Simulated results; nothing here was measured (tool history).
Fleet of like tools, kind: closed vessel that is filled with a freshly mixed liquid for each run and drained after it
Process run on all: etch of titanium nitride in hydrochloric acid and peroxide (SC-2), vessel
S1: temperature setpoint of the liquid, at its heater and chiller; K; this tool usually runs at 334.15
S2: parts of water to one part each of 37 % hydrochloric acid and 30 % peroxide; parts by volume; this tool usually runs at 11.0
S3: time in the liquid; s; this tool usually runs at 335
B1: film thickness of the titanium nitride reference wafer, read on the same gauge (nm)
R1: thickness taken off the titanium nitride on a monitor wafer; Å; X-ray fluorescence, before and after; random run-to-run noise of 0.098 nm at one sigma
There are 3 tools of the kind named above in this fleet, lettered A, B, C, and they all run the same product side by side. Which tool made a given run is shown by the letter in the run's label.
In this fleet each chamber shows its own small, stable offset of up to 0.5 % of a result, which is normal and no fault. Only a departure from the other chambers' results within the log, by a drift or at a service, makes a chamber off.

run   hour      S1    S2   S3      B1       R1
       8.2  -- chamber A: chemicals flow meter replaced
 1A   11.0  334.15  11.0  335  39.997  170.500
 2C   21.1  334.15  11.0  335  39.992  169.770
      30.2  -- chamber B: thermometer replaced
 3B   33.3  334.15  11.0  335  39.993  167.420
 4A   45.9  334.15  11.0  335  39.974  167.060
 5C   53.8  334.15  11.0  335  39.974  168.530
 6B   65.8  334.15  15.0  335  39.995  129.590
 7B   77.4  334.15  15.0  335  39.989  129.100
 8A   85.1  334.15  15.0  335  40.011  127.760
 9C   97.2  334.15  11.0  335  39.964  168.010
10A  106.1  334.15  11.0  335  39.968  166.830
11B  112.0  334.15  11.0  335  39.998  169.840
12C  122.1  334.15  11.0  335  40.002  168.680
13A  134.6  334.15  11.0  335  40.024  163.660
14B  143.0  334.15  11.0  335  40.027  168.070
15C  149.4  334.15  11.0  335  40.012  168.680
16B  161.0  334.15   8.5  335  39.997  209.050
17A  168.0  334.15   8.5  335  40.014  201.060
18C  174.5  334.15   8.5  335  40.002  209.120
19A  180.4  334.15  11.0  335  39.995  160.630
20B  188.1  334.15  11.0  335  40.026  168.960
21C  196.9  334.15  11.0  155  39.987   77.476
22A  204.2  334.15  11.0  155  40.012   73.455

All 3 chambers run these settings next. Forecast each chamber's results:
23A  213.3  334.15  11.0  335       ?
23B  213.3  334.15  11.0  335       ?
23C  213.3  334.15  11.0  335       ?

run       R1
23A  157.010
23B  168.830
23C  168.960

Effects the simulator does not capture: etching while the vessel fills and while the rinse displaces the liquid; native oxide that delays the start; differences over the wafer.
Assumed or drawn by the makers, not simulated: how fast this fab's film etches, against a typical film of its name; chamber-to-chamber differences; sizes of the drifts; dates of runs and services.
